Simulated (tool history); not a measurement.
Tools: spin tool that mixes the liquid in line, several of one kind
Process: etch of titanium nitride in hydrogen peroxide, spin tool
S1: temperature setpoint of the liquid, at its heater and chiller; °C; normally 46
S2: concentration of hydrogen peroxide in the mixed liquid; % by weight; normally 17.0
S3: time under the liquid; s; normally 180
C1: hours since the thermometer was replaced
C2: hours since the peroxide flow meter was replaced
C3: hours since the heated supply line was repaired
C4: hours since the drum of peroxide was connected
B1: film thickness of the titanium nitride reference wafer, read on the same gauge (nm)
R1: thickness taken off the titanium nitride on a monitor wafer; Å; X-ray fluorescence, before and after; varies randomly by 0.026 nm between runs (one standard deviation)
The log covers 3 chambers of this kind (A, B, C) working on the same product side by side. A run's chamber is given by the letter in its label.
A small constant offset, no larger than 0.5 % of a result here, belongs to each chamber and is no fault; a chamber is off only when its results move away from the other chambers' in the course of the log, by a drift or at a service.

Run 1A, day 0.612: usual settings; C1 1476.1; C2 211.5; C3 1956.8; C4 906.3; B1 89.994. Result: R1 32.783 Å.
Run 2C, day 1.233: usual settings; C1 955.7; C2 315.4; C3 1496.5; C4 1040.8; B1 89.981. Result: R1 32.290 Å.
Run 3B, day 1.604: usual settings; C1 474.1; C2 1122.7; C3 1784.8; C4 1155.7; B1 90.011. Result: R1 32.093 Å.
Run 4B, day 2.179: usual settings; C1 487.9; C2 1136.5; C3 1798.6; C4 1169.5; B1 89.983. Result: R1 32.356 Å.
Run 5A, day 2.758: usual settings; C1 1527.6; C2 263.0; C3 2008.3; C4 957.8; B1 89.934. Result: R1 32.000 Å.
Run 6C, day 3.262: usual settings; C1 1004.4; C2 364.1; C3 1545.2; C4 1089.5; B1 89.985. Result: R1 32.185 Å.
Run 7A, day 3.708: usual settings; C1 1550.4; C2 285.8; C3 2031.1; C4 980.6; B1 89.953. Result: R1 32.735 Å.
Run 8B, day 4.083: usual settings but S1 38 °C, S3 240 s; C1 533.6; C2 1182.2; C3 1844.3; C4 1215.2; B1 90.011. Result: R1 23.606 Å.
At day 4.217: chamber B: new drum of peroxide connected.
Run 9C, day 4.729: usual settings but S1 38 °C, S3 240 s; C1 1039.6; C2 399.3; C3 1580.4; C4 1124.7; B1 89.987. Result: R1 23.571 Å.
Run 10A, day 5.212: usual settings but S1 38 °C, S3 240 s; C1 1586.5; C2 321.9; C3 2067.2; C4 1016.7; B1 89.972. Result: R1 23.703 Å.
Run 11C, day 5.783: usual settings; C1 1064.9; C2 424.6; C3 1605.7; C4 1150.0; B1 90.015. Result: R1 32.253 Å.
At day 6.229: chamber A: new drum of peroxide connected.
Run 12B, day 6.250: usual settings; C1 585.6; C2 1234.2; C3 1896.3; C4 48.8; B1 90.003. Result: R1 32.412 Å.
Run 13C, day 6.667: usual settings; C1 1086.1; C2 445.8; C3 1626.9; C4 1171.2; B1 89.998. Result: R1 32.174 Å.
Run 14B, day 7.225: usual settings; C1 609.0; C2 1257.6; C3 1919.7; C4 72.2; B1 89.972. Result: R1 32.056 Å.
Run 15A, day 7.817: usual settings; C1 1649.0; C2 384.4; C3 2129.7; C4 38.1; B1 89.996. Result: R1 32.269 Å.
Run 16B, day 8.404: usual settings; C1 637.3; C2 1285.9; C3 1948.0; C4 100.5; B1 89.990. Result: R1 32.120 Å.
Run 17C, day 8.762: usual settings; C1 1136.4; C2 496.1; C3 1677.2; C4 1221.5; B1 89.998. Result: R1 32.241 Å.
Run 18A, day 9.338: usual settings; C1 1685.5; C2 420.9; C3 2166.2; C4 74.6; B1 89.968. Result: R1 32.481 Å.
At day 9.354: chamber C: new drum of peroxide connected.
Run 19A, day 9.821: usual settings; C1 1697.1; C2 432.5; C3 2177.8; C4 86.2; B1 89.981. Result: R1 32.245 Å.
Run 20B, day 10.175: usual settings; C1 679.8; C2 1328.4; C3 1990.5; C4 143.0; B1 89.970. Result: R1 31.740 Å.
Run 21C, day 10.608: usual settings but S2 20.5 % by weight; C1 1180.7; C2 540.4; C3 1721.5; C4 30.2; B1 89.997. Result: R1 33.264 Å.
At day 11.004: chamber C: thermometer replaced.
Run 22B, day 11.062: usual settings but S2 20.5 % by weight; C1 701.1; C2 1349.7; C3 2011.8; C4 164.3; B1 90.001. Result: R1 32.993 Å.
Run 23C, day 11.442: usual settings but S2 20.5 % by weight; C1 10.6; C2 560.4; C3 1741.5; C4 50.2; B1 89.988. Result: R1 33.466 Å.
Run 24A, day 11.888: usual settings; C1 1746.7; C2 482.1; C3 2227.4; C4 135.8; B1 90.019. Result: R1 32.273 Å.
Run 25B, day 12.500: usual settings; C1 735.6; C2 1384.2; C3 2046.3; C4 198.8; B1 90.026. Result: R1 31.666 Å.
At day 12.638: chamber A: heated supply line repaired.
Run 26C, day 12.858: usual settings; C1 44.6; C2 594.4; C3 1775.5; C4 84.2; B1 89.999. Result: R1 32.554 Å.
Run 27A, day 13.333: usual settings; C1 1781.4; C2 516.8; C3 16.8; C4 170.5; B1 90.013. Result: R1 32.069 Å.
Run 28B, day 13.692: usual settings; C1 764.2; C2 1412.8; C3 2074.9; C4 227.4; B1 90.016. Result: R1 31.242 Å.
Run 29C, day 14.154: usual settings; C1 75.7; C2 625.5; C3 1806.6; C4 115.3; B1 90.018. Result: R1 32.410 Å.
Run 30A, day 14.492: usual settings; C1 1809.2; C2 544.6; C3 44.6; C4 198.3; B1 90.039. Result: R1 32.052 Å.
Run 31A, day 15.008: usual settings but S2 14.0 % by weight; C1 1821.6; C2 557.0; C3 57.0; C4 210.7; B1 89.955. Result: R1 31.217 Å.
At day 15.042: chamber C: heated supply line repaired.
Run 32B, day 15.304: usual settings but S2 14.0 % by weight; C1 802.9; C2 1451.5; C3 2113.6; C4 266.1; B1 89.983. Result: R1 29.987 Å.
Run 33C, day 15.808: usual settings but S2 14.0 % by weight; C1 115.4; C2 665.2; C3 18.5; C4 155.0; B1 90.010. Result: R1 30.862 Å.
Run 34C, day 16.412: usual settings; C1 129.9; C2 679.7; C3 33.0; C4 169.5; B1 89.983. Result: R1 32.240 Å.
Run 35A, day 17.042: usual settings but S1 41 °C, S3 250 s; C1 1870.4; C2 605.8; C3 105.8; C4 259.5; B1 89.980. Result: R1 31.237 Å.
Run 36B, day 17.529: usual settings but S1 41 °C, S3 250 s; C1 856.3; C2 1504.9; C3 2167.0; C4 319.5; B1 90.014. Result: R1 29.767 Å.
Run 37C, day 17.925: usual settings but S1 41 °C, S3 250 s; C1 166.2; C2 716.0; C3 69.3; C4 205.8; B1 90.010. Result: R1 30.802 Å.
Run 38A, day 18.554: usual settings; C1 1906.7; C2 642.1; C3 142.1; C4 295.8; B1 90.004. Result: R1 32.345 Å.
Run 39B, day 19.062: usual settings; C1 893.1; C2 1541.7; C3 2203.8; C4 356.3; B1 89.980. Result: R1 30.561 Å.
Run 40C, day 19.371: usual settings; C1 200.9; C2 750.7; C3 104.0; C4 240.5; B1 89.978. Result: R1 32.180 Å.
Run 41A, day 19.662: usual settings; C1 1933.3; C2 668.7; C3 168.7; C4 322.4; B1 89.975. Result: R1 32.594 Å.
Run 42B, day 20.171: usual settings; C1 919.7; C2 1568.3; C3 2230.4; C4 382.9; B1 90.027. Result: R1 30.727 Å.
Run 43B, day 20.492: usual settings but S3 110 s; C1 927.4; C2 1576.0; C3 2238.1; C4 390.6; B1 89.984. Result: R1 18.833 Å.
Run 44A, day 20.817: usual settings but S3 110 s; C1 1961.0; C2 696.4; C3 196.4; C4 350.1; B1 90.010. Result: R1 19.689 Å.

All chambers now run identical settings, listed one chamber a line with results as question marks. What results will each chamber show?
Run 45A, day 21.292: usual settings. Result: R1 ?.
Run 45B, day 21.292: usual settings. Result: R1 ?.
Run 45C, day 21.292: usual settings. Result: R1 ?.

run      R1
45A  32.040
45B  30.734
45C  32.198

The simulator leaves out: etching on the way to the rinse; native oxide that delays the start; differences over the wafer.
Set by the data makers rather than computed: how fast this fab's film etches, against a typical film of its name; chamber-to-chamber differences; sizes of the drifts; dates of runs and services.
